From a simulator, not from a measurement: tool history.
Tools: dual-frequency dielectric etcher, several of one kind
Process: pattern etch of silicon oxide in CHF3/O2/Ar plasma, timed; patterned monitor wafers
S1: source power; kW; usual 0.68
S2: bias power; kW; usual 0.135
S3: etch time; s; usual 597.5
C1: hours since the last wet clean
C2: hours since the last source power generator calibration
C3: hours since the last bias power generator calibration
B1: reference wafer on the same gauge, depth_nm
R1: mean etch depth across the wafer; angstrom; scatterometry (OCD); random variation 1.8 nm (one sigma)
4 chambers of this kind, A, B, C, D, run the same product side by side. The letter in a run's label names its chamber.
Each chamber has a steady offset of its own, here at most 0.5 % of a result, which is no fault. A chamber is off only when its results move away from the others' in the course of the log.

run 1B hour=7.1 | S1=0.68 S2=0.135 S3=597.5 | C1=134.7 C2=3171.2 C3=630.8 | B1=930.24 | R1=11246
run 2A hour=13.8 | S1=0.68 S2=0.135 S3=597.5 | C1=101.6 C2=2188.7 C3=538.8 | B1=930.78 | R1=11373
run 3C hour=20.5 | S1=0.68 S2=0.135 S3=597.5 | C1=109 C2=1912.1 C3=549.9 | B1=930.42 | R1=11254
run 4D hour=28.6 | S1=0.68 S2=0.135 S3=597.5 | C1=316.5 C2=3350.9 C3=522.3 | B1=930.49 | R1=11392
run 5A hour=34.9 | S1=0.68 S2=0.135 S3=597.5 | C1=122.7 C2=2209.8 C3=559.9 | B1=930.65 | R1=11358
run 6C hour=46.1 | S1=0.68 S2=0.135 S3=597.5 | C1=134.6 C2=1937.7 C3=575.5 | B1=930.93 | R1=11242
run 7B hour=54.3 | S1=0.68 S2=0.135 S3=597.5 | C1=181.9 C2=3218.4 C3=678 | B1=930.89 | R1=11265
run 8D hour=62.6 | S1=0.68 S2=0.135 S3=597.5 | C1=350.5 C2=3384.9 C3=556.3 | B1=931.02 | R1=11379
run 9B hour=70.8 | S1=0.68 S2=0.135 S3=597.5 | C1=198.4 C2=3234.9 C3=694.5 | B1=931.37 | R1=11273
run 10D hour=79.6 | S1=0.68 S2=0.135 S3=597.5 | C1=367.5 C2=3401.9 C3=573.3 | B1=930.91 | R1=11355
run 11C hour=85 | S1=0.68 S2=0.135 S3=597.5 | C1=173.5 C2=1976.6 C3=614.4 | B1=931.17 | R1=11288
run 12A hour=91.9 | S1=0.68 S2=0.135 S3=597.5 | C1=179.7 C2=2266.8 C3=616.9 | B1=931.37 | R1=11351
run 13B hour=101.9 | S1=0.68 S2=0.135 S3=597.5 | C1=229.5 C2=3266 C3=725.6 | B1=931.28 | R1=11245
-- hour=105.3 chamber D: wet clean of the chamber
run 14D hour=107.5 | S1=0.68 S2=0.135 S3=597.5 | C1=2.3 C2=3429.8 C3=601.2 | B1=931.95 | R1=11365
run 15C hour=119.1 | S1=0.68 S2=0.135 S3=597.5 | C1=207.6 C2=2010.7 C3=648.5 | B1=931.57 | R1=11270
run 16A hour=128.5 | S1=0.68 S2=0.135 S3=597.5 | C1=216.3 C2=2303.4 C3=653.5 | B1=931.86 | R1=11361
run 17D hour=136.3 | S1=0.81 S2=0.135 S3=597.5 | C1=31.1 C2=3458.6 C3=630 | B1=932.09 | R1=12170
run 18A hour=143.4 | S1=0.81 S2=0.135 S3=597.5 | C1=231.2 C2=2318.3 C3=668.4 | B1=932.54 | R1=12189
run 19C hour=151.7 | S1=0.81 S2=0.135 S3=597.5 | C1=240.2 C2=2043.3 C3=681.1 | B1=932.57 | R1=12098
run 20B hour=161.2 | S1=0.81 S2=0.135 S3=597.5 | C1=288.8 C2=3325.3 C3=784.9 | B1=932.64 | R1=12071
run 21B hour=168.2 | S1=0.8 S2=0.149 S3=597.5 | C1=295.8 C2=3332.3 C3=791.9 | B1=932.87 | R1=12380
run 22A hour=175.1 | S1=0.8 S2=0.149 S3=597.5 | C1=262.9 C2=2350 C3=700.1 | B1=932.7 | R1=12520
run 23D hour=182.6 | S1=0.8 S2=0.149 S3=597.5 | C1=77.4 C2=3504.9 C3=676.3 | B1=933.04 | R1=12515
run 24C hour=191.3 | S1=0.8 S2=0.149 S3=597.5 | C1=279.8 C2=2082.9 C3=720.7 | B1=933.26 | R1=12430
run 25A hour=196.7 | S1=0.68 S2=0.135 S3=597.5 | C1=284.5 C2=2371.6 C3=721.7 | B1=933.71 | R1=11392
run 26B hour=207.7 | S1=0.68 S2=0.135 S3=597.5 | C1=335.3 C2=3371.8 C3=831.4 | B1=933.4 | R1=11284
run 27D hour=213.2 | S1=0.68 S2=0.135 S3=721.5 | C1=108 C2=3535.5 C3=706.9 | B1=933.75 | R1=13763
run 28C hour=223.2 | S1=0.68 S2=0.135 S3=721.5 | C1=311.7 C2=2114.8 C3=752.6 | B1=933.42 | R1=13690
run 29B hour=232.3 | S1=0.68 S2=0.135 S3=721.5 | C1=359.9 C2=3396.4 C3=856 | B1=933.6 | R1=13596
run 30D hour=239.7 | S1=0.68 S2=0.135 S3=721.5 | C1=134.5 C2=3562 C3=733.4 | B1=934.13 | R1=13744
run 31C hour=250.1 | S1=0.68 S2=0.135 S3=597.5 | C1=338.6 C2=2141.7 C3=779.5 | B1=934.47 | R1=11323
run 32A hour=261.9 | S1=0.68 S2=0.135 S3=597.5 | C1=349.7 C2=2436.8 C3=786.9 | B1=934.13 | R1=11375
run 33A hour=268 | S1=0.68 S2=0.135 S3=597.5 | C1=355.8 C2=2442.9 C3=793 | B1=933.78 | R1=11419
run 34B hour=275.9 | S1=0.68 S2=0.135 S3=661 | C1=403.5 C2=3440 C3=899.6 | B1=934.48 | R1=12501
run 35C hour=285.3 | S1=0.68 S2=0.135 S3=661 | C1=373.8 C2=2176.9 C3=814.7 | B1=935.02 | R1=12527
-- hour=290.8 chamber A: wet clean of the chamber
run 36D hour=293.8 | S1=0.68 S2=0.135 S3=661 | C1=188.6 C2=3616.1 C3=787.5 | B1=934.73 | R1=12603
run 37D hour=302.7 | S1=0.68 S2=0.135 S3=661 | C1=197.5 C2=3625 C3=796.4 | B1=935.02 | R1=12637
run 38C hour=312.1 | S1=0.68 S2=0.135 S3=597.5 | C1=400.6 C2=2203.7 C3=841.5 | B1=934.98 | R1=11318
run 39B hour=322.9 | S1=0.68 S2=0.135 S3=597.5 | C1=450.5 C2=3487 C3=946.6 | B1=935.11 | R1=11300
run 40A hour=334.6 | S1=0.68 S2=0.135 S3=597.5 | C1=43.8 C2=2509.5 C3=859.6 | B1=935.71 | R1=11385
-- hour=341 chamber B: source power generator calibrated
run 41C hour=342.8 | S1=0.68 S2=0.135 S3=597.5 | C1=431.3 C2=2234.4 C3=872.2 | B1=935.87 | R1=11341
run 42A hour=352.4 | S1=0.68 S2=0.135 S3=597.5 | C1=61.6 C2=2527.3 C3=877.4 | B1=935.57 | R1=11410
run 43D hour=360.4 | S1=0.68 S2=0.135 S3=597.5 | C1=255.2 C2=3682.7 C3=854.1 | B1=936.05 | R1=11440
run 44B hour=369.6 | S1=0.68 S2=0.135 S3=597.5 | C1=497.2 C2=28.7 C3=993.3 | B1=935.81 | R1=11307

All 4 chambers run these settings next. Forecast each chamber's results:
run 45A hour=378 | S1=0.68 S2=0.135 S3=597.5 | R1=?
run 45B hour=378 | S1=0.68 S2=0.135 S3=597.5 | R1=?
run 45C hour=378 | S1=0.68 S2=0.135 S3=597.5 | R1=?
run 45D hour=378 | S1=0.68 S2=0.135 S3=597.5 | R1=?

run=45A R1=11414
run=45B R1=11312
run=45C R1=11363
run=45D R1=11432

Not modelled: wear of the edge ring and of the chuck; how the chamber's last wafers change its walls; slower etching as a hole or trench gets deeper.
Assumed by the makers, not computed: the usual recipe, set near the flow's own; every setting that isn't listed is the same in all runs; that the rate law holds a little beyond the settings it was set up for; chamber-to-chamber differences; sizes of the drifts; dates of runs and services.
